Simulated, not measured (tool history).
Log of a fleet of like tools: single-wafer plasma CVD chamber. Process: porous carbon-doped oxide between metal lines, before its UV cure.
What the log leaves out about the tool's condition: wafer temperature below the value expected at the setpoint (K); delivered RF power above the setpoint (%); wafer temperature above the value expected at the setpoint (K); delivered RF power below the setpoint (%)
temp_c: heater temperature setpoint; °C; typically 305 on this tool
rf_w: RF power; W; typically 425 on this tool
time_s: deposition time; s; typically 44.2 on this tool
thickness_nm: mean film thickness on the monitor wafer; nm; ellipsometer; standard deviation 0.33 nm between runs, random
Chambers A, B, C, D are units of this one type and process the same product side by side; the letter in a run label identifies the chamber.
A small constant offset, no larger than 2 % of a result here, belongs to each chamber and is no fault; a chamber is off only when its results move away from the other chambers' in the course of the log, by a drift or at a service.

run     day  temp_c  rf_w  time_s  hours since the last thermocouple change  hours since the last RF generator calibration  read-back reference wafer on the same gauge, thickness_nm  thickness_nm
 1C   0.554     305   425    44.2                                       222                                          350.9                                                     221.98        207.95
 2D   0.858     305   425    44.2                                    2350.1                                           1420                                                     221.82        205.14
 3A   1.421     305   425    44.2                                     377.1                                         1252.1                                                     221.79        204.01
 4B   1.708     305   425    44.2                                     841.5                                         1276.9                                                     221.85        203.98
 5C   1.975     305   425    44.2                                     256.1                                            385                                                     221.74         207.2
 6B   2.275     305   425    44.2                                     855.1                                         1290.5                                                     221.75        203.31
 7D   2.775     305   465    37.3                                    2396.1                                           1466                                                     221.69        185.97
 8A   3.258     305   465    37.3                                     421.2                                         1296.2                                                     221.54        184.47
 9A   3.579     305   465    37.3                                     428.9                                         1303.9                                                     221.62        185.25
10C   3.867     305   465    37.3                                     301.5                                          430.4                                                     221.59        187.98
11B   4.212     305   425    44.2                                     901.6                                           1337                                                     221.55        203.03
12D   4.796     305   425    44.2                                    2444.6                                         1514.5                                                     221.42        204.76
13D   5.358     305   425    44.2                                    2458.1                                           1528                                                     221.45        204.71
14B   5.812     305   425    44.2                                       940                                         1375.4                                                     221.26        202.96
15A   6.404     305   425    44.2                                     496.7                                         1371.7                                                     221.13        203.86
16C   6.996     299   375    44.2                                     376.6                                          505.5                                                     221.21        193.88
17B   7.417     299   375    44.2                                     978.5                                         1413.9                                                      221.1        190.03
18D   7.975     299   375    44.2                                    2520.9                                         1590.8                                                     221.03        191.56
19C     8.4     299   375    44.2                                     410.3                                          539.2                                                     220.94        193.68
20A   8.692     305   425    44.2                                     551.6                                         1426.6                                                     221.01        203.51
21A   9.192     305   425    44.2                                     563.6                                         1438.6                                                     220.98        203.09
22B   9.617     305   425    44.2                                    1031.3                                         1466.7                                                      220.8        202.09
23C  10.142     305   425    44.2                                     452.1                                            581                                                     220.82        206.21
24D  10.475     305   425    44.2                                    2580.9                                         1650.8                                                     220.64        203.87
25B  11.033     305   425    44.2                                    1065.3                                         1500.7                                                     220.72        202.49
26C  11.362     305   425    44.2                                     481.4                                          610.3                                                     220.59        206.19
27D  11.942     305   425    44.2                                    2616.1                                           1686                                                     220.58        203.94

Each of the 4 chambers runs these same settings next. Fill in every chamber's results:
28A  12.367     305   425    36.9                                                                                                                                                                 ?
28B  12.367     305   425    36.9                                                                                                                                                                 ?
28C  12.367     305   425    36.9                                                                                                                                                                 ?
28D  12.367     305   425    36.9                                                                                                                                                                 ?

run  thickness_nm
28A        169.59
28B        169.33
28C         172.6
28D        170.77
